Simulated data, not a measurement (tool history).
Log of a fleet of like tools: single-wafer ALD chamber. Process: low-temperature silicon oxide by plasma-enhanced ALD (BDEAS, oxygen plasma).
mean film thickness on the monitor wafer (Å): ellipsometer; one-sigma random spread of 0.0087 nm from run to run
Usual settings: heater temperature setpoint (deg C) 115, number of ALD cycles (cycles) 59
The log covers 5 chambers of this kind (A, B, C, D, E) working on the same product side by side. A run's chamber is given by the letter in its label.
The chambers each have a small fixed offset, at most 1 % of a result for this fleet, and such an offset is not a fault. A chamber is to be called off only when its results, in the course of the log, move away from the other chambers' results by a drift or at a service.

run    day  heater temperature setpoint (deg C)  number of ALD cycles (cycles)  hours since the last thermocouple change  read-back reference wafer on the same gauge, thickness_nm  mean film thickness on the monitor wafer (Å)
 1C  0.142                                  115                             59                                       904                                                     9.6122                                        81.943
 2E   0.35                                  115                             59                                    1633.7                                                     9.6121                                        81.822
 3D  0.508                                  115                             59                                    1111.5                                                     9.6148                                        81.488
 4B  0.708                                  115                             59                                     755.5                                                     9.6164                                        81.638
 5A  0.821                                  115                             59                                     725.8                                                     9.6183                                        81.312
 6D  1.058                                  115                             59                                    1124.7                                                     9.6196                                        81.667
 7A  1.204                                  115                             59                                       735                                                     9.6192                                         81.46
 8E  1.329                                  120                             65                                    1657.2                                                     9.6211                                        89.599
 9C  1.454                                  120                             65                                     935.5                                                     9.6219                                        89.595
10B  1.625                                  120                             65                                     777.5                                                     9.6228                                        89.251
11D    1.8                                  120                             65                                    1142.5                                                     9.6214                                        89.247
12A  1.925                                  120                             65                                     752.3                                                     9.6258                                         89.07
13E  2.146                                  115                             59                                    1676.8                                                     9.6289                                        81.921
14C  2.267                                  115                             59                                       955                                                     9.6295                                        82.084
15B  2.479                                  115                             59                                       798                                                       9.63                                        82.048
16B  2.654                                  115                             64                                     802.2                                                     9.6336                                        88.844
17A  2.825                                  115                             64                                     773.9                                                     9.6308                                        88.559
18D  2.954                                  115                             64                                    1170.2                                                     9.6344                                        88.803
19E  3.133                                  115                             64                                    1700.5                                                      9.635                                        88.964
20C  3.296                                  115                             64                                     979.7                                                     9.6355                                        89.149
21B  3.412                                  115                             59                                     820.4                                                     9.6392                                        82.051
22D  3.621                                  109                             59                                    1186.2                                                     9.6384                                        82.708
23A  3.821                                  109                             59                                     797.8                                                      9.642                                        82.659
         4  -- chamber E: thermocouple changed; heater temperature recalibrated
24C  4.008                                  109                             59                                     996.8                                                       9.64                                        83.177
25E  4.179                                  109                             59                                       4.4                                                     9.6418                                        82.935
26C  4.312                                  109                             59                                    1004.1                                                     9.6429                                        83.186
27A  4.483                                  102                             54                                     813.7                                                     9.6484                                        76.541
28B  4.675                                  102                             54                                     850.7                                                     9.6472                                         76.86
29D  4.879                                  102                             54                                    1216.4                                                     9.6514                                        76.723
30E  4.983                                  102                             54                                      23.7                                                     9.6521                                        76.997

All chambers now run identical settings, listed one chamber a line with results as question marks. What results will each chamber show?
31A  5.154                                  115                             59                                                                                                                                                  ?
31B  5.154                                  115                             59                                                                                                                                                  ?
31C  5.154                                  115                             59                                                                                                                                                  ?
31D  5.154                                  115                             59                                                                                                                                                  ?
31E  5.154                                  115                             59                                                                                                                                                  ?

run  mean film thickness on the monitor wafer (Å)
31A                                        81.765
31B                                         82.04
31C                                        82.465
31D                                        81.872
31E                                        81.989
